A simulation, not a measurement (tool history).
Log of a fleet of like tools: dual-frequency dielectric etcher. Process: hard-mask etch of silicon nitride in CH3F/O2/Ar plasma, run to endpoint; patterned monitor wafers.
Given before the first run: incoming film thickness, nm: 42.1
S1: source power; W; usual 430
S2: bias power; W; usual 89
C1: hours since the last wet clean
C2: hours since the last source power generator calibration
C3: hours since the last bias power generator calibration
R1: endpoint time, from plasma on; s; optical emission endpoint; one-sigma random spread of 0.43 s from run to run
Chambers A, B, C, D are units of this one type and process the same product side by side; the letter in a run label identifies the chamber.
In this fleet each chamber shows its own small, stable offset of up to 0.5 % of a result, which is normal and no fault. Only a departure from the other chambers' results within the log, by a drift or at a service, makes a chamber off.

run 1B hour=6.7 | S1=430 S2=89 | C1=86.8 C2=2873.3 C3=3007.0 | R1=55.820
run 2C hour=20.2 | S1=430 S2=89 | C1=110.9 C2=2761.0 C3=2654.4 | R1=55.501
run 3A hour=27.8 | S1=430 S2=89 | C1=239.5 C2=523.7 C3=3021.1 | R1=54.396
run 4D hour=41.6 | S1=430 S2=89 | C1=316.6 C2=2219.3 C3=1193.5 | R1=54.893
run 5C hour=55.1 | S1=430 S2=89 | C1=145.8 C2=2795.9 C3=2689.3 | R1=54.261
run 6A hour=67.1 | S1=430 S2=89 | C1=278.8 C2=563.0 C3=3060.4 | R1=54.871
run 7D hour=79.3 | S1=430 S2=89 | C1=354.3 C2=2257.0 C3=1231.2 | R1=55.764
run 8B hour=87.4 | S1=430 S2=89 | C1=167.5 C2=2954.0 C3=3087.7 | R1=55.112
run 9B hour=95.7 | S1=430 S2=89 | C1=175.8 C2=2962.3 C3=3096.0 | R1=54.750
run 10A hour=109.1 | S1=430 S2=89 | C1=320.8 C2=605.0 C3=3102.4 | R1=55.125
run 11C hour=118.2 | S1=430 S2=89 | C1=208.9 C2=2859.0 C3=2752.4 | R1=54.323
run 12D hour=128.2 | S1=430 S2=89 | C1=403.2 C2=2305.9 C3=1280.1 | R1=55.886
run 13A hour=141.4 | S1=430 S2=89 | C1=353.1 C2=637.3 C3=3134.7 | R1=54.917
run 14D hour=150.3 | S1=430 S2=89 | C1=425.3 C2=2328.0 C3=1302.2 | R1=55.284
run 15C hour=158.5 | S1=430 S2=89 | C1=249.2 C2=2899.3 C3=2792.7 | R1=55.079
run 16B hour=166.0 | S1=510 S2=75 | C1=246.1 C2=3032.6 C3=3166.3 | R1=54.414
run 17B hour=178.3 | S1=510 S2=75 | C1=258.4 C2=3044.9 C3=3178.6 | R1=55.042
run 18A hour=190.3 | S1=510 S2=75 | C1=402.0 C2=686.2 C3=3183.6 | R1=55.460
run 19C hour=198.7 | S1=510 S2=75 | C1=289.4 C2=2939.5 C3=2832.9 | R1=54.101
-- hour=199.1 chamber A: bias power generator calibrated
run 20D hour=207.2 | S1=430 S2=89 | C1=482.2 C2=2384.9 C3=1359.1 | R1=55.213
run 21A hour=217.6 | S1=430 S2=89 | C1=429.3 C2=713.5 C3=18.6 | R1=54.741
-- hour=223.5 chamber A: wet clean of the chamber
run 22C hour=225.7 | S1=430 S2=89 | C1=316.4 C2=2966.5 C3=2859.9 | R1=55.494
run 23D hour=235.8 | S1=430 S2=89 | C1=510.8 C2=2413.5 C3=1387.7 | R1=54.764
run 24B hour=243.9 | S1=430 S2=89 | C1=324.0 C2=3110.5 C3=3244.2 | R1=54.306
run 25A hour=250.6 | S1=430 S2=89 | C1=27.1 C2=746.5 C3=51.6 | R1=54.241
run 26C hour=263.7 | S1=360 S2=69 | C1=354.4 C2=3004.5 C3=2897.9 | R1=64.545
-- hour=269.4 chamber D: wet clean of the chamber
run 27B hour=272.2 | S1=360 S2=69 | C1=352.3 C2=3138.8 C3=3272.5 | R1=64.553
run 28D hour=283.3 | S1=360 S2=69 | C1=13.9 C2=2461.0 C3=1435.2 | R1=65.480
run 29C hour=296.3 | S1=360 S2=69 | C1=387.0 C2=3037.1 C3=2930.5 | R1=64.760
run 30D hour=304.5 | S1=430 S2=89 | C1=35.1 C2=2482.2 C3=1456.4 | R1=55.638
run 31B hour=310.7 | S1=430 S2=89 | C1=390.8 C2=3177.3 C3=3311.0 | R1=54.634
run 32A hour=317.9 | S1=430 S2=89 | C1=94.4 C2=813.8 C3=118.9 | R1=55.178
run 33A hour=331.1 | S1=430 S2=89 | C1=107.6 C2=827.0 C3=132.1 | R1=54.810

The same settings go to every chamber for the next run, one line per chamber below. Forecast the results for each:
run 34A hour=341.4 | S1=430 S2=89 | R1=?
run 34B hour=341.4 | S1=430 S2=89 | R1=?
run 34C hour=341.4 | S1=430 S2=89 | R1=?
run 34D hour=341.4 | S1=430 S2=89 | R1=?

run=34A R1=54.846
run=34B R1=55.594
run=34C R1=55.494
run=34D R1=55.159

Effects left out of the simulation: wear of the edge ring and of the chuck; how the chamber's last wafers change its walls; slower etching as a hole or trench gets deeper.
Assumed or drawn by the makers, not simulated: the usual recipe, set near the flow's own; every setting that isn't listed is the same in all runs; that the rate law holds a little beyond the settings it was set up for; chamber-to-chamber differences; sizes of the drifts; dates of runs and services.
